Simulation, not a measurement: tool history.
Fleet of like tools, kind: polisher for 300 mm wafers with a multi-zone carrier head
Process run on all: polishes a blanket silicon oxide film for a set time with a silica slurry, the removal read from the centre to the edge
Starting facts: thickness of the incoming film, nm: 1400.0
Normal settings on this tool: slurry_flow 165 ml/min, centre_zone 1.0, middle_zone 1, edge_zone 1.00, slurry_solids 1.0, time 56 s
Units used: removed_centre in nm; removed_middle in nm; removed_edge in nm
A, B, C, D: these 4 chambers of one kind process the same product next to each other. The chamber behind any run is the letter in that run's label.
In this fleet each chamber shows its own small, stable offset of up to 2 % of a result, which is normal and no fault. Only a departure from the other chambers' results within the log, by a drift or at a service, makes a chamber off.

run   hour  slurry_flow  centre_zone  middle_zone  edge_zone  slurry_solids  time  wafers polished on this pad  hours since the slurry nozzle was cleaned  hours since the centre zone pressure was calibrated  hours since the edge zone pressure was calibrated  removed_centre  removed_middle  removed_edge
       9.7  -- chamber C: worn pad replaced by a new one
 1C   11.3          165          1.0            1       1.00            1.0    56                           18                                      299.3                                                 68.0                                              423.5          234.87          232.84        227.63
      14.8  -- chamber B: centre zone pressure recalibrated
      19.1  -- chamber B: worn pad replaced by a new one
 2B   22.1          165          1.0            1       1.00            1.0    56                           33                                      170.0                                                  7.3                                              241.1          233.55          232.11        233.54
      31.5  -- chamber D: edge zone pressure recalibrated
      31.7  -- chamber D: worn pad replaced by a new one
 3D   31.9          165          1.0            1       1.00            1.0    56                            2                                      130.7                                                 97.6                                                0.5          232.66          237.22        236.55
 4A   43.4          165          1.0            1       1.00            1.0    56                          521                                      180.8                                               1166.7                                              247.9          234.25          230.05        229.77
      53.9  -- chamber A: worn pad replaced by a new one
 5C   54.5          165          1.0            1       1.00            1.0    56                          502                                      342.5                                                111.2                                              466.7          231.67          228.39        224.42
 6B   60.7          165          1.0            1       1.00            1.0    56                          465                                      208.6                                                 45.9                                              279.7          233.28          230.41        224.67
      63.6  -- chamber C: worn pad replaced by a new one
      66.2  -- chamber B: worn pad replaced by a new one
 7A   71.6          165          0.9            1       1.00            0.8    56                          198                                      209.0                                               1194.9                                              276.1          186.89          205.88        210.16
 8D   83.2          165          0.9            1       1.00            0.8    56                          576                                      182.0                                                148.9                                               51.8          186.77          217.02        212.64
      87.6  -- chamber D: worn pad replaced by a new one
 9C   91.2          165          0.9            1       1.00            0.8    56                          309                                      379.2                                                147.9                                              503.4          189.63          209.68        209.43
10D   97.5          165          0.9            1       1.00            0.8    56                          111                                      196.3                                                163.2                                               66.1          186.16          209.98        211.45
     101.9  -- chamber A: centre zone pressure recalibrated
     107.8  -- chamber A: worn pad replaced by a new one
11A  108.0          165          1.0            1       1.00            1.0    56                            2                                      245.4                                                  6.2                                              312.5          219.74          229.76        232.98
     115.4  -- chamber C: worn pad replaced by a new one
12B  119.6          165          1.0            1       1.00            1.0    56                          598                                      267.5                                                104.8                                              338.6          236.12          238.06        229.13
     122.7  -- chamber B: worn pad replaced by a new one
13A  131.0          165          1.0            1       1.00            1.0    56                          260                                      268.4                                                 29.2                                              335.5          218.37          229.54        232.27
14B  136.9          165          1.0            1       1.00            1.0    56                          159                                      284.8                                                122.1                                              355.9          232.89          235.33        229.60
     141.3  -- chamber D: worn pad replaced by a new one
15C  145.9          165          1.0            1       1.00            1.0    56                          341                                      433.9                                                202.6                                              558.1          231.48          230.98        226.98
16D  153.3          165          1.0            1       1.00            1.0    56                          134                                      252.1                                                219.0                                              121.9          236.80          229.10        236.26
     154.7  -- chamber A: worn pad replaced by a new one
     164.8  -- chamber C: worn pad replaced by a new one
17B  166.1          165          1.0            1       1.00            1.0    56                          486                                      314.0                                                151.3                                              385.1          233.03          233.04        232.51
     170.4  -- chamber B: worn pad replaced by a new one
18D  172.6          165          1.0            1       1.00            1.0    56                          350                                      271.4                                                238.3                                              141.2          233.28          234.40        234.01
19A  181.8          165          1.0            1       0.96            0.8    56                          303                                      319.2                                                 80.0                                              386.3          196.27          211.22        204.23
20C  192.9          165          1.0            1       0.96            0.8    56                          314                                      480.9                                                249.6                                              605.1          206.43          211.46        202.32
21D  201.4          165          1.0            1       0.96            0.8    56                          673                                      300.2                                                267.1                                              170.0          208.49          209.07        203.92
     205.6  -- chamber A: worn pad replaced by a new one
22C  210.3          165          1.0            1       0.96            0.8    56                          509                                      498.3                                                267.0                                              622.5          207.43          207.98        205.48
     214.1  -- chamber B: worn pad replaced by a new one
23B  223.2          135          1.0            1       1.00            1.0    56                          101                                      371.1                                                208.4                                              442.2          225.58          224.86        224.90
24A  234.9          135          1.0            1       1.00            1.0    56                          327                                      372.3                                                133.1                                              439.4          210.69          219.13        228.57
25A  243.0          135          1.0            1       1.00            1.0    56                          418                                      380.4                                                141.2                                              447.5          211.54          226.41        227.04
26B  255.0          135          1.0            1       1.00            1.0    56                          457                                      402.9                                                240.2                                              474.0          223.26          222.38        227.21

Has any chamber moved away from the others, gradually or after a service, or does the common gauge drift, or do the chambers differ only by their own small steady offsets? State the chamber and the most likely cause if one applies.

A service left chamber A off against the others.
What lies behind it: centre zone's pressure below its setpoint, % = 6.38.

Chamber A could run next with any of the 4 candidate recipes listed below; each alters the usual settings, and their results appear as question marks. Which one brings its results back in line with what the other chambers deliver on the usual settings?
A result is in line if it is within this distance of the other chambers' mean on the usual settings: removed_centre 5.70 nm; removed_middle 8.70 nm; removed_edge 12.00 nm
27A-1  264.6          170         1.05            1       0.98            1.0    56                                                                                                                                                                                               ?               ?             ?
27A-2  264.6          165         0.99            1       1.01            1.0    56                                                                                                                                                                                               ?               ?             ?
27A-3  264.6          160         0.95            1       1.02            1.0    56                                                                                                                                                                                               ?               ?             ?
27A-4  264.6          165         1.01            1       0.99            1.0    56                                                                                                                                                                                               ?               ?             ?

Usual-settings mean across the other chambers: removed_centre 233.60 nm; removed_middle 233.65 nm; removed_edge 232.16 nm
  run  removed_centre  removed_middle  removed_edge
27A-1          232.61          233.97        232.56
27A-2          216.90          232.84        235.44
27A-3          206.05          231.62        235.76
27A-4          221.69          232.82        232.95
With 27A-1, the chamber falls back in line with the rest.
